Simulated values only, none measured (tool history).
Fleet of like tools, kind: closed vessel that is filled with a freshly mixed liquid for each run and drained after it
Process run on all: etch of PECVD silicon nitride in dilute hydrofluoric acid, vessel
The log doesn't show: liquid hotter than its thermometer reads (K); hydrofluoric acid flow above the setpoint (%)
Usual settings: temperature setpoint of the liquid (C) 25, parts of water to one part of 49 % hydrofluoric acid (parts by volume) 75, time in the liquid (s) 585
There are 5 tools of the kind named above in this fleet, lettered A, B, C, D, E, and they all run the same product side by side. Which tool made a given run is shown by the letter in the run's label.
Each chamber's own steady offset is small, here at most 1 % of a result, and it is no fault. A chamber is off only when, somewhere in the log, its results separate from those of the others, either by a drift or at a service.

run,hour,temperature setpoint of the liquid (C),parts of water to one part of 49 % hydrofluoric acid (parts by volume),time in the liquid (s),hours since the thermometer was replaced,hours since the hydrofluoric acid flow meter was replaced,"read-back film thickness of the PECVD silicon nitride reference wafer, read on the same gauge (nm)",thickness taken off the PECVD silicon nitride on a monitor wafer (angstrom)
1C,4.5,25,75,585,722.6,655.1,100.05,204.68
2E,10.4,25,75,585,362.2,34.1,100.01,207.64
3D,15.3,25,75,585,597.7,1246.8,99.99,207.63
4A,20,25,75,585,946,1078.5,99.968,207.72
5B,25.4,25,75,585,1217.6,977.3,99.959,210.09
6E,30.5,25,75,585,382.3,54.2,99.989,206.13
# hour 32.7: chamber D: hydrofluoric acid flow meter replaced
7A,38.4,30,75,690,964.4,1096.9,99.996,346.45
8C,43.2,30,75,690,761.3,693.8,99.963,339.59
9B,48.5,30,75,690,1240.7,1000.4,100.01,342.23
10D,56.6,30,75,690,639,23.9,100.03,337.48
11A,60.6,30,75,690,986.6,1119.1,100.02,337.08
12D,67.8,29,75,585,650.2,35.1,99.999,267.09
13B,74.2,29,75,585,1266.4,1026.1,100.05,273.02
14C,82.7,29,75,585,800.8,733.3,100.03,278.51
15E,89.8,29,75,585,441.6,113.5,100.01,267.38
16C,96.4,29,75,585,814.5,747,100.01,277.02
17B,104.8,25,75,585,1297,1056.7,99.991,210.03
18A,112.7,25,75,585,1038.7,1171.2,99.993,212.04
# hour 115.6: chamber B: thermometer replaced
19E,119.1,25,75,585,470.9,142.8,99.966,211.98
20D,123.9,25,75,585,706.3,91.2,100,207.98
21C,129.7,25,75,585,847.8,780.3,100.03,219.41
22B,136.3,25,75,585,20.7,1088.2,100.03,209.07
23E,140.5,25,75,585,492.3,164.2,99.999,209.8
24D,144.5,25,75,585,726.9,111.8,100,206.86
25A,148.6,25,75,585,1074.6,1207.1,100.02,210.02
26E,153.2,25,75,585,505,176.9,100.01,206.89
27C,160.9,25,75,585,879,811.5,100.01,223.95
28A,170,25,75,585,1096,1228.5,100.04,205.01
29B,177.9,25,110,365,62.3,1129.8,100.03,87.459
30D,182.9,25,110,365,765.3,150.2,99.928,88.845
31E,191,25,110,365,542.8,214.7,99.961,88.191
32A,195.5,25,110,365,1121.5,1254,100.03,90.756
33D,200.9,25,110,365,783.3,168.2,100.04,89.265

What goes on in this fleet: one chamber off, a drifting gauge, or nothing beyond the chambers' own small offsets? Name the chamber and the cause, if any.

Chamber C drifts away from the others.
What lies behind it: liquid hotter than its thermometer reads (K) = 1.67.
With only this log, it may be confused with: hydrofluoric acid flow above the setpoint (%).

Which of the 4 candidates below, each the usual settings with something changed and its results left as question marks, puts chamber C back in line with what the other chambers give on the usual settings?
Allowed miss from the other chambers' usual-settings mean, per result, to count as in line: thickness taken off the PECVD silicon nitride on a monitor wafer (angstrom) 6.3
34C-1,207.6,26.5,75,585,,,,?
34C-2,207.6,25.5,70,640,,,,?
34C-3,207.6,24.5,75,545,,,,?
34C-4,207.6,24.5,80,530,,,,?

Other chambers, usual settings, mean: thickness taken off the PECVD silicon nitride on a monitor wafer (angstrom) 208.6
run,thickness taken off the PECVD silicon nitride on a monitor wafer (angstrom)
34C-1,252.9
34C-2,277.37
34C-3,207.01
34C-4,189.04
34C-3 brings the chamber back in line.
